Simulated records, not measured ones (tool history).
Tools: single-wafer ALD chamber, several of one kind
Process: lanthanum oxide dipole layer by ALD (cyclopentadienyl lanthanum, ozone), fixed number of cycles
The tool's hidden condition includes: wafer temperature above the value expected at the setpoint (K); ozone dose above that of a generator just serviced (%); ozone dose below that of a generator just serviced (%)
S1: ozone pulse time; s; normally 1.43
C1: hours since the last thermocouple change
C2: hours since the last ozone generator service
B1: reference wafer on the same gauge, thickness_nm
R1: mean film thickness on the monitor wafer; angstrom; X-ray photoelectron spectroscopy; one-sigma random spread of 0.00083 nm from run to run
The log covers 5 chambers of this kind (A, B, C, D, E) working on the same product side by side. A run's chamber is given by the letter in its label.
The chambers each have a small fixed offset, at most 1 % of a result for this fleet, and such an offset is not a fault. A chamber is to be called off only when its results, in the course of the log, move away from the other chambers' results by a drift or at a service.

run 1A hour=11.5 | S1=1.43 | C1=330.3 C2=578 | B1=0.52377 | R1=5.425
run 2C hour=22.6 | S1=1.43 | C1=2526.3 C2=202.2 | B1=0.52385 | R1=5.4672
run 3D hour=29.2 | S1=1.43 | C1=760.6 C2=520.7 | B1=0.52396 | R1=5.479
run 4B hour=36.6 | S1=1.43 | C1=1008.5 C2=1608.1 | B1=0.52365 | R1=5.4866
run 5E hour=43.3 | S1=1.83 | C1=938.5 C2=285.7 | B1=0.52363 | R1=5.6919
run 6C hour=53.4 | S1=1.83 | C1=2557.1 C2=233 | B1=0.52349 | R1=5.6453
run 7B hour=60 | S1=1.83 | C1=1031.9 C2=1631.5 | B1=0.52341 | R1=5.657
run 8E hour=73.1 | S1=1.83 | C1=968.3 C2=315.5 | B1=0.52352 | R1=5.6767
run 9A hour=83.3 | S1=1.83 | C1=402.1 C2=649.8 | B1=0.52321 | R1=5.6033
run 10D hour=93.8 | S1=1.43 | C1=825.2 C2=585.3 | B1=0.52313 | R1=5.4922
run 11D hour=108.3 | S1=1.63 | C1=839.7 C2=599.8 | B1=0.52311 | R1=5.5882
-- hour=108.6 chamber C: thermocouple changed; heater temperature recalibrated
run 12E hour=120 | S1=1.63 | C1=1015.2 C2=362.4 | B1=0.52284 | R1=5.5902
run 13C hour=126.6 | S1=1.63 | C1=18.1 C2=306.2 | B1=0.5227 | R1=5.5642
run 14A hour=135.6 | S1=1.63 | C1=454.4 C2=702.1 | B1=0.5227 | R1=5.5234
run 15B hour=142.5 | S1=1.63 | C1=1114.4 C2=1714 | B1=0.52276 | R1=5.5724
run 16A hour=150.1 | S1=1.43 | C1=468.9 C2=716.6 | B1=0.52265 | R1=5.4051
run 17C hour=164.6 | S1=1.43 | C1=56.1 C2=344.2 | B1=0.52255 | R1=5.4714
run 18D hour=176.7 | S1=1.43 | C1=908.1 C2=668.2 | B1=0.52236 | R1=5.4813
-- hour=180.4 chamber D: ozone generator serviced
run 19B hour=188.3 | S1=1.25 | C1=1160.2 C2=1759.8 | B1=0.52227 | R1=5.3166
-- hour=188.4 chamber B: ozone generator serviced
run 20E hour=196.1 | S1=1.25 | C1=1091.3 C2=438.5 | B1=0.52223 | R1=5.3367
run 21D hour=210.2 | S1=1.25 | C1=941.6 C2=29.8 | B1=0.52222 | R1=5.3378
run 22A hour=222.9 | S1=1.25 | C1=541.7 C2=789.4 | B1=0.52203 | R1=5.2656
run 23C hour=237.2 | S1=1.25 | C1=128.7 C2=416.8 | B1=0.52189 | R1=5.3279
run 24E hour=247.7 | S1=1.43 | C1=1142.9 C2=490.1 | B1=0.5219 | R1=5.4799
-- hour=255.5 chamber D: thermocouple changed; heater temperature recalibrated
run 25B hour=262.1 | S1=1.43 | C1=1234 C2=73.8 | B1=0.52148 | R1=5.4614
run 26C hour=270.4 | S1=1.43 | C1=161.9 C2=450 | B1=0.52193 | R1=5.4549
run 27D hour=284.6 | S1=1.43 | C1=29.1 C2=104.2 | B1=0.52125 | R1=5.4596
run 28A hour=291.3 | S1=1.43 | C1=610.1 C2=857.8 | B1=0.52134 | R1=5.4001
run 29B hour=301.8 | S1=1.43 | C1=1273.7 C2=113.5 | B1=0.52139 | R1=5.4604
run 30E hour=314.6 | S1=1.43 | C1=1209.8 C2=557 | B1=0.52126 | R1=5.4723
run 31A hour=321.6 | S1=1.43 | C1=640.4 C2=888.1 | B1=0.52119 | R1=5.4086
run 32D hour=330.5 | S1=1.69 | C1=75 C2=150.1 | B1=0.52091 | R1=5.6019
run 33B hour=342.9 | S1=1.69 | C1=1314.8 C2=154.6 | B1=0.52096 | R1=5.5802
run 34C hour=356.7 | S1=1.69 | C1=248.2 C2=536.3 | B1=0.52087 | R1=5.5837
run 35E hour=367.5 | S1=1.69 | C1=1262.7 C2=609.9 | B1=0.52076 | R1=5.6103

What goes on in this fleet: one chamber off, a drifting gauge, or nothing beyond the chambers' own small offsets? Name the chamber and the cause, if any.

Gauge drift. The chambers move together only on paper, and none stands off.
What lies behind it: gauge reads low (%) = 0.629.

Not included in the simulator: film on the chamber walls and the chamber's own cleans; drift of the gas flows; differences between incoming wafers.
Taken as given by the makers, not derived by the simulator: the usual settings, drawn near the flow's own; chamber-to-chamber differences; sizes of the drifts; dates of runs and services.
